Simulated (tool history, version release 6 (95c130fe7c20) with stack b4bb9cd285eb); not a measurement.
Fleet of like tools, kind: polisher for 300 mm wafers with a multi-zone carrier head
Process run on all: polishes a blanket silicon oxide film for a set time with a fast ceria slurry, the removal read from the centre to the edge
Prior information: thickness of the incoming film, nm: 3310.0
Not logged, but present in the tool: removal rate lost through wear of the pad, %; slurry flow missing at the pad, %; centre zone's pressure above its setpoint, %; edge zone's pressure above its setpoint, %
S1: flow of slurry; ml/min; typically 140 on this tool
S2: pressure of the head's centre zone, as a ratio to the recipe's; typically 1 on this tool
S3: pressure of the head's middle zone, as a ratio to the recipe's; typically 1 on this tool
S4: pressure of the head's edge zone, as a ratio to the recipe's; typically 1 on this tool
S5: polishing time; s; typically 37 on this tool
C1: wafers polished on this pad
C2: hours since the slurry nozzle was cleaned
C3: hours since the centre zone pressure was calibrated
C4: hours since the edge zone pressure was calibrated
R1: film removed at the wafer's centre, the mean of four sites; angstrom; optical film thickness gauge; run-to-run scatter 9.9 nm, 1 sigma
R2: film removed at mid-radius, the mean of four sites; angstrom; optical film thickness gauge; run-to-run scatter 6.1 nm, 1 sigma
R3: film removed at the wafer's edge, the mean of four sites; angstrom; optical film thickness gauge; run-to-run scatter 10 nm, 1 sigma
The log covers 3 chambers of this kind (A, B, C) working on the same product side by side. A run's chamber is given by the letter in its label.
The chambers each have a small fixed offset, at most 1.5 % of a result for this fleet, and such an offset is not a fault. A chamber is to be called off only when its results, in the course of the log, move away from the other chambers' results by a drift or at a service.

run     day   S1  S2  S3  S4  S5    C1     C2      C3     C4      R1      R2      R3
      0.125  -- chamber C: centre zone pressure recalibrated
 1A   0.408  140   1   1   1  37   959  799.7   857.5  359.6  6722.1  6825.3  7017.2
      0.638  -- chamber C: worn pad replaced by a new one
 2B   0.688  140   1   1   1  37   544   48.3   435.7  410.4  6808.5  6907.6  7034.1
 3C   1.067  140   1   1   1  37   150   90.9    22.6  241.6  6896.7  6853.3  6958.1
      1.279  -- chamber B: worn pad replaced by a new one
 4A   1.488  140   1   1   1  37  1334  825.6   883.4  385.5  6806.3  6873.9  6859.7
      1.738  -- chamber A: worn pad replaced by a new one
 5B   1.938  140   1   1   1  37   230   78.3   465.7  440.4  6717.3  6865.8  7003.5
      1.958  -- chamber A: slurry nozzle cleaned
 6C   2.296  140   1   1   1  37   578  120.4    52.1  271.1  6873.9  6933.8  6765.2
 7C     2.7  140   1   1   1  32   718  130.1    61.8  280.8  5905.4  5868.2  5798.9
        2.9  -- chamber C: worn pad replaced by a new one
 8A   3.183  140   1   1   1  32   504   29.5   924.1  426.2  5951.1  5952.3  5860.8
 9B   3.512  140   1   1   1  32   778  116.1   503.5  478.2  6005.6  5885.2  5949.5
      3.829  -- chamber B: worn pad replaced by a new one
10A    3.85  140   1   1   1  37   736   45.5   940.1  442.2  6909.4  6773.6  6963.7
11B   4.217  140   1   1   1  37   136    133   520.4  495.1  7005.7    6844  6729.9
12C     4.7  140   1   1   1  37   627  178.1   109.8  328.8  6771.7  6811.2  7022.1
          5  -- chamber A: worn pad replaced by a new one
13C   5.154  140   1   1   1  37   785    189   120.7  339.7  6823.7  6804.7  6725.5
      5.275  -- chamber C: worn pad replaced by a new one
14A   5.467  140   1   1   1  37   163   84.3   978.9    481  7013.1  6824.9  7003.9
15B   5.858  140   1   1   1  37   707  172.4   559.8  534.5  6883.7  6815.6  6904.3
      6.142  -- chamber B: worn pad replaced by a new one
16A   6.179  140   1   1   1  37   411  101.4     996  498.1  6795.3  6848.1  7071.9
17C   6.588  140   1   1   1  37   457  223.4   155.1  374.1  6862.7  6804.3  6807.6
18B   7.046  140   1   1   1  37   315  200.9   588.3    563  6761.1  6824.5  6962.9
19B   7.279  140   1   1   1  37   396  206.5   593.9  568.6    6997    6771  6991.3
      7.504  -- chamber C: worn pad replaced by a new one
20C   7.542  110   1   1   1  37    14  246.3     178    397  6443.1  6396.9    6608
21A   7.846  110   1   1   1  37   991  141.4    1036  538.1  6498.8  6481.3  6783.4
22B   8.096  110   1   1   1  37   680  226.1   613.5  588.2  6471.2  6466.4  6784.5
23A   8.483  140   1   1   1  37  1213  156.7  1051.3  553.4  6882.2  6771.5  6855.8
24C   8.867  140   1   1   1  37   475  278.1   209.8  428.8  6741.7  6756.4  6874.2
      8.883  -- chamber A: worn pad replaced by a new one
      8.979  -- chamber B: worn pad replaced by a new one
25B   9.196  140   1   1   1  37    75  252.5   639.9  614.6  7005.8  6828.7  6959.3
26C   9.479  140   1   1   1  37   688  292.8   224.5  443.5  6734.8  6953.6  6639.9
27A   9.933  140   1   1   1  37   365  191.5  1086.1  588.2  6981.8  6838.5  6951.3
28A  10.154  140   1   1   1  37   442  196.8  1091.4  593.5  6756.1  6801.2  6932.7
29B  10.642  140   1   1   1  37   578  287.2   674.6  649.3  6884.7  6790.8  6768.3

All chambers now run identical settings, listed one chamber a line with results as question marks. What results will each chamber show?
30A  11.004  140   1  1.07   1  37                   ?   ?   ?
30B  11.004  140   1  1.07   1  37                   ?   ?   ?
30C  11.004  140   1  1.07   1  37                   ?   ?   ?

run      R1      R2      R3
30A  6813.9  7227.9    7009
30B  6868.4    7251  6885.1
30C  6918.3  7287.2  6828.1
